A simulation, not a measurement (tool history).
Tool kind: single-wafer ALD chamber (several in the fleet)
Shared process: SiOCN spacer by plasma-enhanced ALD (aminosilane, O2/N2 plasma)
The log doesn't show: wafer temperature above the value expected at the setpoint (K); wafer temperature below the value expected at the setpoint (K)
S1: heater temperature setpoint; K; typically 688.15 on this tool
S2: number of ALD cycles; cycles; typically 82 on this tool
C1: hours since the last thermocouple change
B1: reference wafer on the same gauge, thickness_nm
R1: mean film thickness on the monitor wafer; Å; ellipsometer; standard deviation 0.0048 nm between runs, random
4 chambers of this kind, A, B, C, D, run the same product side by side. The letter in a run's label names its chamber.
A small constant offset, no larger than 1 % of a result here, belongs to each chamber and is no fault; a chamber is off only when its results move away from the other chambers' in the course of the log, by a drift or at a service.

Run 1D, day 0.408: usual settings; C1 173.8; B1 5.4893. Result: R1 47.019 Å.
Run 2C, day 0.821: usual settings; C1 1452.7; B1 5.4887. Result: R1 46.802 Å.
At day 1.146: chamber A: thermocouple changed; heater temperature recalibrated.
Run 3B, day 1.146: usual settings; C1 1488.3; B1 5.4879. Result: R1 47.294 Å.
Run 4A, day 1.604: usual settings; C1 11.1; B1 5.4868. Result: R1 47.324 Å.
Run 5A, day 1.929: usual settings; C1 18.9; B1 5.4876. Result: R1 47.318 Å.
Run 6C, day 2.333: usual settings but S1 697.15 K, S2 67 cycles; C1 1489.0; B1 5.4852. Result: R1 37.127 Å.
Run 7B, day 2.712: usual settings but S1 697.15 K, S2 67 cycles; C1 1525.9; B1 5.4862. Result: R1 37.630 Å.
Run 8D, day 3.083: usual settings but S1 697.15 K, S2 67 cycles; C1 238.0; B1 5.4845. Result: R1 37.289 Å.
Run 9D, day 3.504: usual settings but S1 697.15 K, S2 67 cycles; C1 248.1; B1 5.4844. Result: R1 37.279 Å.
Run 10C, day 3.825: usual settings; C1 1524.8; B1 5.4835. Result: R1 46.857 Å.
Run 11B, day 4.288: usual settings; C1 1563.7; B1 5.4842. Result: R1 47.248 Å.
Run 12A, day 4.500: usual settings; C1 80.6; B1 5.4833. Result: R1 47.234 Å.
Run 13A, day 4.704: usual settings; C1 85.5; B1 5.4825. Result: R1 47.241 Å.
Run 14D, day 5.125: usual settings; C1 287.0; B1 5.4820. Result: R1 46.838 Å.
Run 15B, day 5.475: usual settings; C1 1592.2; B1 5.4798. Result: R1 47.313 Å.
Run 16C, day 5.712: usual settings; C1 1570.1; B1 5.4800. Result: R1 46.751 Å.
Run 17D, day 6.075: usual settings but S1 694.15 K; C1 309.8; B1 5.4782. Result: R1 45.943 Å.
Run 18C, day 6.417: usual settings but S1 694.15 K; C1 1587.0; B1 5.4788. Result: R1 45.862 Å.
Run 19B, day 6.842: usual settings but S1 694.15 K; C1 1625.0; B1 5.4775. Result: R1 46.433 Å.
Run 20A, day 7.188: usual settings but S1 694.15 K; C1 145.1; B1 5.4764. Result: R1 46.310 Å.
Run 21A, day 7.638: usual settings; C1 155.9; B1 5.4773. Result: R1 47.082 Å.
Run 22D, day 8.042: usual settings; C1 357.0; B1 5.4756. Result: R1 46.844 Å.
Run 23B, day 8.433: usual settings; C1 1663.2; B1 5.4773. Result: R1 47.175 Å.
Run 24C, day 8.717: usual settings but S1 698.15 K, S2 87 cycles; C1 1642.2; B1 5.4741. Result: R1 48.019 Å.
Run 25A, day 8.962: usual settings but S1 698.15 K, S2 87 cycles; C1 187.7; B1 5.4753. Result: R1 48.512 Å.
Run 26B, day 9.167: usual settings but S1 698.15 K, S2 87 cycles; C1 1680.8; B1 5.4740. Result: R1 48.519 Å.
Run 27D, day 9.575: usual settings but S1 698.15 K, S2 87 cycles; C1 393.8; B1 5.4721. Result: R1 48.126 Å.
Run 28C, day 9.921: usual settings; C1 1671.1; B1 5.4728. Result: R1 46.628 Å.
Run 29A, day 10.242: usual settings but S1 698.15 K, S2 76 cycles; C1 218.4; B1 5.4726. Result: R1 42.356 Å.
Run 30B, day 10.512: usual settings but S1 698.15 K, S2 76 cycles; C1 1713.1; B1 5.4718. Result: R1 42.397 Å.
Run 31C, day 10.846: usual settings but S1 698.15 K, S2 76 cycles; C1 1693.3; B1 5.4725. Result: R1 41.909 Å.
Run 32D, day 11.138: usual settings but S1 698.15 K, S2 76 cycles; C1 431.3; B1 5.4717. Result: R1 42.042 Å.
Run 33D, day 11.592: usual settings but S2 77 cycles; C1 442.2; B1 5.4705. Result: R1 43.963 Å.
Run 34C, day 11.992: usual settings but S2 77 cycles; C1 1720.8; B1 5.4672. Result: R1 43.782 Å.
Run 35A, day 12.346: usual settings but S2 77 cycles; C1 268.9; B1 5.4695. Result: R1 44.225 Å.
Run 36B, day 12.588: usual settings but S2 77 cycles; C1 1762.9; B1 5.4688. Result: R1 44.261 Å.
Run 37D, day 12.821: usual settings but S1 677.15 K, S2 71 cycles; C1 471.7; B1 5.4680. Result: R1 41.923 Å.

Read the log: is a single chamber off, either drifting away or since a service, is the gauge that measures every chamber drifting, or is nothing wrong beyond small per-chamber offsets? Name any odd chamber and what most likely caused it.

None of the chambers is off. What moves is the gauge, dragging all their readings along together.
What lies behind it: gauge reads low (%) = 0.417.
